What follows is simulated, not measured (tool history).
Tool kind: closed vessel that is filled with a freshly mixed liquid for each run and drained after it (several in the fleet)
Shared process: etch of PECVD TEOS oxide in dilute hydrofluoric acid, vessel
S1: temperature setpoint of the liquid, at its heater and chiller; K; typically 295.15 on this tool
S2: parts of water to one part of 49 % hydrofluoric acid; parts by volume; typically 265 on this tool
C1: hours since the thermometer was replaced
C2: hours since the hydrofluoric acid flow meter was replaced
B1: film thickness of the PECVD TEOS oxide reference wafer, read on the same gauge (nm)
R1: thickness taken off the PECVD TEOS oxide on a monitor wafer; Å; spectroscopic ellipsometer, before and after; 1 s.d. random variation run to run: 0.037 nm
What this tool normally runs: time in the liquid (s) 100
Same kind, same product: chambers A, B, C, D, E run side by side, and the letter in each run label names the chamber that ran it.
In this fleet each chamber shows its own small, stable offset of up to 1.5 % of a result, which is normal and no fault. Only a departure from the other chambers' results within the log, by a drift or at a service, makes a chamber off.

Run 1D, hour 14.9: usual settings; C1 1642; C2 86.3; B1 70.038. Result: R1 49.421 Å.
Run 2A, hour 29.9: usual settings; C1 514.3; C2 578.3; B1 70.01. Result: R1 49.262 Å.
Run 3C, hour 41.9: usual settings; C1 1754.6; C2 718.7; B1 70.007. Result: R1 49.94 Å.
Run 4B, hour 53.5: usual settings; C1 1079.1; C2 443.2; B1 70.005. Result: R1 49.607 Å.
Run 5E, hour 67.7: usual settings; C1 470.7; C2 1048.9; B1 69.971. Result: R1 48.912 Å.
Run 6B, hour 76.5: usual settings; C1 1102.1; C2 466.2; B1 70.006. Result: R1 49.5 Å.
Run 7D, hour 85.8: usual settings; C1 1712.9; C2 157.2; B1 70.015. Result: R1 49.166 Å.
Run 8A, hour 94.7: usual settings; C1 579.1; C2 643.1; B1 70.017. Result: R1 48.567 Å.
Run 9C, hour 101.4: usual settings; C1 1814.1; C2 778.2; B1 70.056. Result: R1 48.749 Å.
Run 10E, hour 110.4: usual settings; C1 513.4; C2 1091.6; B1 69.962. Result: R1 49.284 Å.
Run 11B, hour 118.1: usual settings; C1 1143.7; C2 507.8; B1 70.037. Result: R1 49.486 Å.
Run 12C, hour 132.2: usual settings; C1 1844.9; C2 809; B1 70.038. Result: R1 49.599 Å.
Run 13D, hour 146.5: usual settings; C1 1773.6; C2 217.9; B1 69.992. Result: R1 49.353 Å.
Run 14E, hour 159.7: usual settings; C1 562.7; C2 1140.9; B1 70.022. Result: R1 50.163 Å.
Run 15A, hour 170.2: usual settings; C1 654.6; C2 718.6; B1 70.016. Result: R1 49.484 Å.
Run 16B, hour 179.8: usual settings; C1 1205.4; C2 569.5; B1 70.032. Result: R1 49.11 Å.
Run 17A, hour 190.8: usual settings; C1 675.2; C2 739.2; B1 69.978. Result: R1 48.45 Å.
Run 18E, hour 201.5: usual settings; C1 604.5; C2 1182.7; B1 70.009. Result: R1 50.552 Å.
Run 19C, hour 208.2: usual settings; C1 1920.9; C2 885; B1 69.968. Result: R1 48.647 Å.
Run 20D, hour 217.6: usual settings but time in the liquid (s) 145; C1 1844.7; C2 289; B1 69.997. Result: R1 71.146 Å.
At hour 219.8: chamber A: hydrofluoric acid flow meter replaced.
Run 21C, hour 232.9: usual settings but time in the liquid (s) 145; C1 1945.6; C2 909.7; B1 69.983. Result: R1 69.918 Å.
Run 22D, hour 241.2: usual settings but time in the liquid (s) 145; C1 1868.3; C2 312.6; B1 69.941. Result: R1 71.446 Å.
At hour 246.4: chamber C: thermometer replaced.
Run 23A, hour 253: usual settings but time in the liquid (s) 145; C1 737.4; C2 33.3; B1 70.008. Result: R1 70.01 Å.
Run 24B, hour 263.2: usual settings but time in the liquid (s) 145; C1 1288.8; C2 652.9; B1 69.974. Result: R1 71.79 Å.
Run 25E, hour 277.5: usual settings; C1 680.5; C2 1258.7; B1 70.031. Result: R1 51.342 Å.
Run 26E, hour 285.6: usual settings; C1 688.6; C2 1266.8; B1 70.002. Result: R1 52.017 Å.
Run 27B, hour 292.2: usual settings; C1 1317.8; C2 681.9; B1 70.015. Result: R1 49.73 Å.
Run 28A, hour 304.7: usual settings; C1 789.1; C2 85; B1 69.99. Result: R1 48.952 Å.
Run 29D, hour 311.7: usual settings; C1 1938.8; C2 383.1; B1 70.021. Result: R1 49.76 Å.
Run 30C, hour 319.2: usual settings but S2 360 parts by volume, time in the liquid (s) 60; C1 72.9; C2 996; B1 69.963. Result: R1 19.889 Å.
Run 31D, hour 328.7: usual settings but S2 360 parts by volume, time in the liquid (s) 60; C1 1955.8; C2 400.1; B1 69.992. Result: R1 19.813 Å.
Run 32A, hour 337: usual settings but S2 360 parts by volume, time in the liquid (s) 60; C1 821.4; C2 117.3; B1 69.97. Result: R1 19.667 Å.
Run 33C, hour 350: usual settings but S2 360 parts by volume, time in the liquid (s) 60; C1 103.7; C2 1026.8; B1 69.99. Result: R1 19.579 Å.
Run 34B, hour 360.1: usual settings but S2 360 parts by volume, time in the liquid (s) 60; C1 1385.7; C2 749.8; B1 69.992. Result: R1 20.249 Å.

The same settings go to every chamber for the next run, one line per chamber below. Forecast the results for each:
Run 35A, hour 371.1: usual settings. Result: R1 ?.
Run 35B, hour 371.1: usual settings. Result: R1 ?.
Run 35C, hour 371.1: usual settings. Result: R1 ?.
Run 35D, hour 371.1: usual settings. Result: R1 ?.
Run 35E, hour 371.1: usual settings. Result: R1 ?.

run      R1
35A   49.38
35B  49.816
35C  48.743
35D  49.234
35E  52.052

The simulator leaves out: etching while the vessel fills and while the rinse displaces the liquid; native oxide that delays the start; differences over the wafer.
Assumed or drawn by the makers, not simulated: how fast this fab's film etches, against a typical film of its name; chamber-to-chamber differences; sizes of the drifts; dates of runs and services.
